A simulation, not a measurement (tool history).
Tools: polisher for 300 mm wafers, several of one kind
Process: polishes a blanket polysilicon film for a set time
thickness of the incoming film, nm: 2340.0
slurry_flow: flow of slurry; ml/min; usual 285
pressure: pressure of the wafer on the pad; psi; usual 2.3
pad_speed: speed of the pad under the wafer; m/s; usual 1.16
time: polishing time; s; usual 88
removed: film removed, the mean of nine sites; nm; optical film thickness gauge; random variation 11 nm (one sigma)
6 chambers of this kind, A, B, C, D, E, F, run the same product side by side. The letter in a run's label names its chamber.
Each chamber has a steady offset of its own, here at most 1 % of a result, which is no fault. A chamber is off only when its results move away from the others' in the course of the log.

| run | hour | slurry_flow | pressure | pad_speed | time | removed |
|---|---|---|---|---|---|---|
|  | 2.4 | chamber A: slurry nozzle cleaned |
| 1A | 11.3 | 285 | 2.3 | 1.16 | 88 | 795.84 |
|  | 12.7 | chamber A: worn pad replaced by a new one |
|  | 14.9 | chamber F: slurry nozzle cleaned |
| 2B | 25 | 285 | 2.3 | 1.16 | 88 | 796.5 |
|  | 25.6 | chamber D: worn pad replaced by a new one |
|  | 29.1 | chamber B: worn pad replaced by a new one |
| 3C | 32 | 285 | 2.3 | 1.16 | 88 | 793.05 |
| 4F | 45.5 | 285 | 2.3 | 1.16 | 88 | 794.97 |
|  | 55.4 | chamber E: worn pad replaced by a new one |
| 5E | 55.8 | 285 | 1.8 | 1.16 | 88 | 625.5 |
|  | 63.5 | chamber F: worn pad replaced by a new one |
| 6D | 70.5 | 285 | 1.8 | 1.16 | 88 | 638.69 |
|  | 73.1 | chamber C: worn pad replaced by a new one |
| 7A | 77.8 | 285 | 1.8 | 1.16 | 88 | 628.31 |
| 8E | 88.7 | 285 | 1.8 | 1.16 | 88 | 613.24 |
|  | 98.9 | chamber A: worn pad replaced by a new one |
|  | 100.3 | chamber B: slurry nozzle cleaned |
|  | 101.4 | chamber D: worn pad replaced by a new one |
| 9B | 101.9 | 285 | 1.8 | 1.16 | 88 | 637.27 |
| 10C | 113.9 | 285 | 1.8 | 1.16 | 88 | 629.9 |
| 11F | 121.7 | 285 | 2.3 | 1.16 | 88 | 799.8 |
|  | 123.8 | chamber B: worn pad replaced by a new one |
| 12D | 133.3 | 285 | 2.3 | 1.16 | 88 | 801.26 |
| 13D | 146.6 | 285 | 2.3 | 1.16 | 88 | 802.07 |
|  | 148.8 | chamber D: slurry nozzle cleaned |
|  | 151.7 | chamber F: worn pad replaced by a new one |
|  | 155.7 | chamber C: worn pad replaced by a new one |
| 14C | 158.2 | 285 | 2.3 | 1.16 | 88 | 789.98 |
|  | 169.8 | chamber E: worn pad replaced by a new one |
| 15B | 173.3 | 285 | 2.3 | 1.16 | 88 | 809.71 |
|  | 182.7 | chamber A: worn pad replaced by a new one |
|  | 185.5 | chamber D: worn pad replaced by a new one |
| 16A | 187.5 | 285 | 2.3 | 1.16 | 88 | 815.8 |
|  | 190 | chamber E: slurry nozzle cleaned |
| 17E | 199.2 | 285 | 2.3 | 1.16 | 88 | 818.67 |
| 18F | 212.4 | 285 | 2.3 | 1.16 | 88 | 809.97 |
|  | 217.5 | chamber F: head pressure recalibrated |
| 19E | 219.8 | 215 | 2.7 | 1.16 | 88 | 897.03 |
|  | 222.5 | chamber F: worn pad replaced by a new one |
|  | 230.1 | chamber B: worn pad replaced by a new one |
| 20A | 231.6 | 215 | 2.7 | 1.16 | 88 | 924.11 |
| 21B | 238.9 | 215 | 2.7 | 1.16 | 88 | 902.89 |
|  | 239.2 | chamber C: worn pad replaced by a new one |
| 22C | 249.7 | 215 | 2.7 | 1.16 | 88 | 924.48 |
|  | 261.3 | chamber D: worn pad replaced by a new one |
| 23D | 264.3 | 215 | 2.7 | 1.16 | 88 | 917.39 |
|  | 267.4 | chamber E: worn pad replaced by a new one |
|  | 271.5 | chamber A: worn pad replaced by a new one |
|  | 272.1 | chamber F: slurry nozzle cleaned |
| 24F | 273.7 | 215 | 2.7 | 1.16 | 88 | 910.11 |
| 25B | 282.3 | 285 | 2.3 | 1.16 | 88 | 808.48 |
| 26F | 294.3 | 285 | 2.3 | 1.16 | 88 | 796.79 |
|  | 304.1 | chamber F: worn pad replaced by a new one |
| 27C | 304.8 | 250 | 2.8 | 1.16 | 88 | 955.32 |
| 28E | 316.9 | 250 | 2.8 | 1.16 | 88 | 970.88 |
|  | 329.4 | chamber C: worn pad replaced by a new one |
| 29D | 330.7 | 250 | 2.8 | 1.16 | 88 | 953.22 |
| 30A | 337.8 | 250 | 2.8 | 1.16 | 88 | 961.69 |
|  | 339 | chamber B: head pressure recalibrated |
|  | 341.7 | chamber B: slurry nozzle cleaned |
|  | 345.1 | chamber D: worn pad replaced by a new one |
|  | 345.8 | chamber B: worn pad replaced by a new one |
|  | 348.4 | chamber A: worn pad replaced by a new one |
| 31F | 352.4 | 250 | 2.8 | 1.16 | 88 | 983.34 |
| 32C | 364.9 | 250 | 2.8 | 1.16 | 88 | 953.01 |
| 33D | 378.4 | 285 | 2.3 | 1.16 | 88 | 791.42 |
|  | 381.6 | chamber E: worn pad replaced by a new one |
| 34A | 387.9 | 285 | 2.3 | 1.16 | 88 | 785.39 |
|  | 389.4 | chamber F: worn pad replaced by a new one |
| 35E | 398.3 | 285 | 2.3 | 1.16 | 88 | 797.68 |
| 36B | 405.2 | 285 | 2.3 | 1.16 | 88 | 812.06 |
| 37F | 415.3 | 190 | 2.3 | 1.16 | 88 | 775.71 |

All 6 chambers run these settings next. Forecast each chamber's results:
| 38A | 426.2 | 285 | 1.9 | 1.16 | 88 | ? |
| 38B | 426.2 | 285 | 1.9 | 1.16 | 88 | ? |
| 38C | 426.2 | 285 | 1.9 | 1.16 | 88 | ? |
| 38D | 426.2 | 285 | 1.9 | 1.16 | 88 | ? |
| 38E | 426.2 | 285 | 1.9 | 1.16 | 88 | ? |
| 38F | 426.2 | 285 | 1.9 | 1.16 | 88 | ? |

| run | removed |
|---|---|
| 38A | 655.83 |
| 38B | 650.56 |
| 38C | 656.38 |
| 38D | 648.19 |
| 38E | 666.64 |
| 38F | 670.91 |
